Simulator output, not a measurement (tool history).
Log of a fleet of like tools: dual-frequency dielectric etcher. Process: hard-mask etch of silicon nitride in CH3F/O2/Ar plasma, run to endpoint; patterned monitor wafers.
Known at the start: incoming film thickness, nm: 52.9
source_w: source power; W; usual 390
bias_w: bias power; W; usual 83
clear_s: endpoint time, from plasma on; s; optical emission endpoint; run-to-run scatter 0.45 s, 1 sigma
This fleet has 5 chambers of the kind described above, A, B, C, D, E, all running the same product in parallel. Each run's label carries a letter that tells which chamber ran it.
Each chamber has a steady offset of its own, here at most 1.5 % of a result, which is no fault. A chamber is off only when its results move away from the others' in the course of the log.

run 1C hour=8.9 | source_w=390 bias_w=83 | clear_s=73.739
run 2A hour=14.4 | source_w=390 bias_w=83 | clear_s=72.953
run 3E hour=23.7 | source_w=390 bias_w=83 | clear_s=72.312
run 4D hour=28.4 | source_w=390 bias_w=83 | clear_s=73.996
-- hour=36.3 chamber B: wet clean of the chamber
run 5B hour=36.4 | source_w=390 bias_w=83 | clear_s=73.704
-- hour=37.5 chamber D: wet clean of the chamber
run 6C hour=41.5 | source_w=390 bias_w=83 | clear_s=73.942
run 7B hour=46.1 | source_w=390 bias_w=83 | clear_s=73.905
run 8E hour=56.1 | source_w=350 bias_w=83 | clear_s=75.900
run 9D hour=66.2 | source_w=350 bias_w=83 | clear_s=76.502
run 10A hour=72.2 | source_w=350 bias_w=83 | clear_s=76.582
run 11E hour=80.5 | source_w=350 bias_w=83 | clear_s=76.065
run 12B hour=87.9 | source_w=350 bias_w=83 | clear_s=77.746
run 13C hour=95.1 | source_w=390 bias_w=83 | clear_s=74.050
run 14D hour=102.7 | source_w=390 bias_w=83 | clear_s=74.108
run 15A hour=111.3 | source_w=390 bias_w=83 | clear_s=72.413
-- hour=115.0 chamber A: wet clean of the chamber
run 16B hour=117.4 | source_w=390 bias_w=93 | clear_s=70.800
run 17E hour=123.1 | source_w=390 bias_w=93 | clear_s=70.419
run 18D hour=133.3 | source_w=390 bias_w=93 | clear_s=70.971
run 19A hour=138.9 | source_w=390 bias_w=93 | clear_s=74.553
run 20C hour=145.5 | source_w=390 bias_w=93 | clear_s=70.188
run 21D hour=153.8 | source_w=390 bias_w=83 | clear_s=73.377
run 22C hour=158.7 | source_w=390 bias_w=83 | clear_s=73.321
run 23A hour=165.0 | source_w=390 bias_w=83 | clear_s=77.612
run 24E hour=173.7 | source_w=390 bias_w=83 | clear_s=73.504
run 25B hour=182.7 | source_w=390 bias_w=83 | clear_s=74.487
run 26E hour=191.2 | source_w=390 bias_w=83 | clear_s=73.230
run 27D hour=199.1 | source_w=390 bias_w=83 | clear_s=74.217
run 28B hour=208.0 | source_w=390 bias_w=83 | clear_s=73.944
run 29A hour=215.4 | source_w=390 bias_w=83 | clear_s=76.993
run 30C hour=221.3 | source_w=390 bias_w=83 | clear_s=74.268
run 31C hour=228.6 | source_w=390 bias_w=83 | clear_s=73.641
run 32D hour=239.1 | source_w=390 bias_w=83 | clear_s=73.224
run 33E hour=243.8 | source_w=390 bias_w=83 | clear_s=73.187
run 34B hour=253.5 | source_w=390 bias_w=83 | clear_s=75.001
run 35A hour=263.2 | source_w=390 bias_w=83 | clear_s=78.038
run 36E hour=272.7 | source_w=320 bias_w=83 | clear_s=79.149
run 37C hour=280.9 | source_w=320 bias_w=83 | clear_s=79.591
run 38A hour=289.1 | source_w=320 bias_w=83 | clear_s=82.605
run 39D hour=297.8 | source_w=320 bias_w=83 | clear_s=79.160
run 40B hour=303.9 | source_w=320 bias_w=83 | clear_s=79.652
run 41D hour=312.4 | source_w=390 bias_w=83 | clear_s=74.064

Which is it: a chamber that has drifted or been left off by a service, a gauge drift common to all chambers, or only each chamber's usual small offset? If a chamber is off, name it and its likeliest cause.

Chamber A has stood off from the others ever since a service on it.
Cause: etch rate under this chamber's usual, % = 5.26.

Chamber A could run next with any of the 4 candidate recipes listed below; each alters the usual settings, and their results appear as question marks. Which one brings its results back in line with what the other chambers deliver on the usual settings?
In line here means within this much of the mean the other chambers give on the usual settings: clear_s 1.600 s
run 42A-1 hour=320.0 | source_w=350 bias_w=75 | clear_s=?
run 42A-2 hour=320.0 | source_w=410 bias_w=88 | clear_s=?
run 42A-3 hour=320.0 | source_w=440 bias_w=92 | clear_s=?
run 42A-4 hour=320.0 | source_w=390 bias_w=73 | clear_s=?

Average result of the remaining chambers running the usual settings: clear_s 73.663 s
run=42A-1 clear_s=83.541
run=42A-2 clear_s=74.283
run=42A-3 clear_s=71.168
run=42A-4 clear_s=80.910
42A-2 is the one that brings the chamber's results back in line with the other chambers.
